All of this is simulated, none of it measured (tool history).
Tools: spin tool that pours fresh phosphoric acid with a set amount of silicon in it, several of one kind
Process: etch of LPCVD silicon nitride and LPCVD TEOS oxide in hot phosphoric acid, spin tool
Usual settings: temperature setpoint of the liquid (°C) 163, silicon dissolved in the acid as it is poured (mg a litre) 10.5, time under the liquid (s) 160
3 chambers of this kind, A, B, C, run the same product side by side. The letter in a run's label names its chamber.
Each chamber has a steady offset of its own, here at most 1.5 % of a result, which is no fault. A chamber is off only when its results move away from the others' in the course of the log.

run   hour  temperature setpoint of the liquid (°C)  silicon dissolved in the acid as it is poured (mg a litre)  time under the liquid (s)  hours since the thermometer was replaced  hours since the dissolved silicon flow meter was replaced  hours since the heated supply line was repaired  read-back film thickness of the LPCVD silicon nitride reference wafer, read on the same gauge (nm)  read-back film thickness of the LPCVD TEOS oxide reference wafer, read on the same gauge (nm)  thickness taken off the LPCVD silicon nitride on a monitor wafer (Å)  thickness taken off the LPCVD TEOS oxide on a monitor wafer (Å)
 1A    5.8                                      163                                                        10.5                        160                                     504.0                                                      689.2                                            356.3                                                                                             100.010                                                                                         40.014                                                                144.76                                                           9.3490
 2C    8.7                                      163                                                        10.5                        160                                    1652.3                                                      583.5                                           1720.6                                                                                              99.996                                                                                         40.028                                                                142.74                                                           9.7572
 3B   11.4                                      163                                                        10.5                        160                                     245.9                                                      491.8                                            863.3                                                                                             100.020                                                                                         39.982                                                                144.20                                                           9.3575
 4B   16.8                                      163                                                        10.5                        160                                     251.3                                                      497.2                                            868.7                                                                                              99.995                                                                                         40.029                                                                144.49                                                           9.2387
 5C   19.9                                      163                                                        10.5                        160                                    1663.5                                                      594.7                                           1731.8                                                                                              99.998                                                                                         39.998                                                                142.06                                                           9.3673
 6A   23.8                                      163                                                        10.5                        160                                     522.0                                                      707.2                                            374.3                                                                                              99.973                                                                                         39.988                                                                143.74                                                           9.7223
 7A   27.2                                      163                                                        10.5                        160                                     525.4                                                      710.6                                            377.7                                                                                              99.972                                                                                         39.992                                                                143.14                                                           8.6594
 8C   30.3                                      163                                                        10.5                        160                                    1673.9                                                      605.1                                           1742.2                                                                                             100.010                                                                                         40.014                                                                142.88                                                           9.1304
 9B   33.2                                      163                                                        10.5                        160                                     267.7                                                      513.6                                            885.1                                                                                             100.040                                                                                         39.996                                                                144.58                                                           8.7124
10B   38.2                                      163                                                        10.5                        160                                     272.7                                                      518.6                                            890.1                                                                                             100.030                                                                                         40.000                                                                144.02                                                           8.9647
11C   41.4                                      163                                                        10.5                        160                                    1685.0                                                      616.2                                           1753.3                                                                                              99.999                                                                                         40.003                                                                142.52                                                           9.8182
12A   46.3                                      163                                                        10.5                        160                                     544.5                                                      729.7                                            396.8                                                                                              99.990                                                                                         40.008                                                                144.07                                                           9.3838
13B   49.1                                      163                                                        10.5                        160                                     283.6                                                      529.5                                            901.0                                                                                             100.010                                                                                         39.995                                                                143.28                                                           8.8596
14C   53.3                                      163                                                        10.5                        160                                    1696.9                                                      628.1                                           1765.2                                                                                              99.997                                                                                         40.005                                                                143.59                                                           8.9936
15A   56.4                                      163                                                        10.5                        160                                     554.6                                                      739.8                                            406.9                                                                                             100.000                                                                                         40.000                                                                143.72                                                           9.0675
16B   60.7                                      163                                                        10.5                        160                                     295.2                                                      541.1                                            912.6                                                                                             100.010                                                                                         40.001                                                                142.15                                                           8.5854
17C   66.2                                      163                                                        10.5                        160                                    1709.8                                                      641.0                                           1778.1                                                                                             100.020                                                                                         40.011                                                                143.76                                                           8.9002
18A   71.2                                      163                                                        10.5                        160                                     569.4                                                      754.6                                            421.7                                                                                              99.980                                                                                         40.022                                                                142.73                                                           8.9504
19C   75.8                                      163                                                        10.5                        160                                    1719.4                                                      650.6                                           1787.7                                                                                             100.010                                                                                         40.007                                                                144.99                                                           9.5128
20A   79.9                                      163                                                        10.5                        160                                     578.1                                                      763.3                                            430.4                                                                                             100.010                                                                                         39.988                                                                142.77                                                           8.1329
21B   82.6                                      163                                                         8.0                        160                                     317.1                                                      563.0                                            934.5                                                                                             100.020                                                                                         40.010                                                                139.63                                                           8.3695
22A   88.2                                      163                                                         8.0                        160                                     586.4                                                      771.6                                            438.7                                                                                              99.973                                                                                         39.997                                                                143.41                                                           9.3567
23C   93.5                                      163                                                         8.0                        160                                    1737.1                                                      668.3                                           1805.4                                                                                             100.070                                                                                         40.006                                                                143.94                                                           9.7840
      94.4  -- chamber A: thermometer replaced
24B   98.6                                      163                                                        10.5                        160                                     333.1                                                      579.0                                            950.5                                                                                              99.953                                                                                         39.992                                                                136.96                                                           8.4767
25A  103.2                                      163                                                        10.5                        160                                       8.8                                                      786.6                                            453.7                                                                                             100.010                                                                                         39.995                                                                142.32                                                           9.7206
26C  109.0                                      163                                                        14.0                        160                                    1752.6                                                      683.8                                           1820.9                                                                                              99.997                                                                                         39.985                                                                142.99                                                           8.1453
27B  112.8                                      163                                                        14.0                        160                                     347.3                                                      593.2                                            964.7                                                                                              99.999                                                                                         39.988                                                                136.71                                                           7.6703
28C  116.6                                      163                                                        14.0                        160                                    1760.2                                                      691.4                                           1828.5                                                                                             100.030                                                                                         40.002                                                                143.65                                                           8.3250
29B  119.5                                      163                                                        10.5                        160                                     354.0                                                      599.9                                            971.4                                                                                             100.000                                                                                         40.009                                                                134.66                                                           8.0292
30A  125.2                                      163                                                        10.5                        160                                      30.8                                                      808.6                                            475.7                                                                                             100.050                                                                                         39.988                                                                143.05                                                           9.5091
31A  131.0                                      163                                                        10.5                        160                                      36.6                                                      814.4                                            481.5                                                                                              99.969                                                                                         40.027                                                                144.08                                                           9.5526
32C  135.7                                      163                                                        10.5                        160                                    1779.3                                                      710.5                                           1847.6                                                                                              99.990                                                                                         39.995                                                                142.45                                                           9.6082
33B  138.2                                      163                                                        10.5                        160                                     372.7                                                      618.6                                            990.1                                                                                             100.010                                                                                         40.006                                                                134.39                                                           8.0401
34C  143.9                                      163                                                        10.5                        160                                    1787.5                                                      718.7                                           1855.8                                                                                              99.987                                                                                         40.003                                                                143.06                                                           8.4771
35B  147.0                                      163                                                        10.5                        160                                     381.5                                                      627.4                                            998.9                                                                                              99.996                                                                                         39.985                                                                132.83                                                           8.1932
36A  150.3                                      163                                                        10.5                        160                                      55.9                                                      833.7                                            500.8                                                                                              99.995                                                                                         39.982                                                                143.42                                                           8.9804
37B  152.9                                      163                                                        10.5                        160                                     387.4                                                      633.3                                           1004.8                                                                                              99.951                                                                                         40.012                                                                132.85                                                           7.3878
38A  158.4                                      163                                                        10.5                        160                                      64.0                                                      841.8                                            508.9                                                                                             100.050                                                                                         40.013                                                                141.30                                                           8.7083

What goes on in this fleet: one chamber off, a drifting gauge, or nothing beyond the chambers' own small offsets? Name the chamber and the cause, if any.

Chamber B drifts away from the others.
Cause: temperature lost on the way to the wafer (K) = 2.71.
The log may not tell that from: liquid colder than its thermometer reads (K).

Here are 4 candidates for chamber B's next run, each the usual settings with a change, their results left as question marks. Which one brings its results back in line with what the others give on the usual settings?
In line means no further than this from the other chambers' mean on the usual settings: thickness taken off the LPCVD silicon nitride on a monitor wafer (Å) 3.10; thickness taken off the LPCVD TEOS oxide on a monitor wafer (Å) 1.2000
39B-1  162.6                                    161.5                                                        18.0                        140                                                                                                                                                                                                                                                                                                                                                                                                                              ?                                                                ?
39B-2  162.6                                    163.5                                                         7.5                        170                                                                                                                                                                                                                                                                                                                                                                                                                              ?                                                                ?
39B-3  162.6                                    165.0                                                         3.0                        180                                                                                                                                                                                                                                                                                                                                                                                                                              ?                                                                ?
39B-4  162.6                                    162.5                                                        13.5                        150                                                                                                                                                                                                                                                                                                                                                                                                                              ?                                                                ?

The other chambers' mean on the usual settings: thickness taken off the LPCVD silicon nitride on a monitor wafer (Å) 143.06; thickness taken off the LPCVD TEOS oxide on a monitor wafer (Å) 9.2182
  run  thickness taken off the LPCVD silicon nitride on a monitor wafer (Å)  thickness taken off the LPCVD TEOS oxide on a monitor wafer (Å)
39B-1                                                                109.58                                                           4.9944
39B-2                                                                142.41                                                           9.0197
39B-3                                                                158.63                                                          11.6700
39B-4                                                                121.47                                                           6.4525
39B-2 brings the chamber back in line.
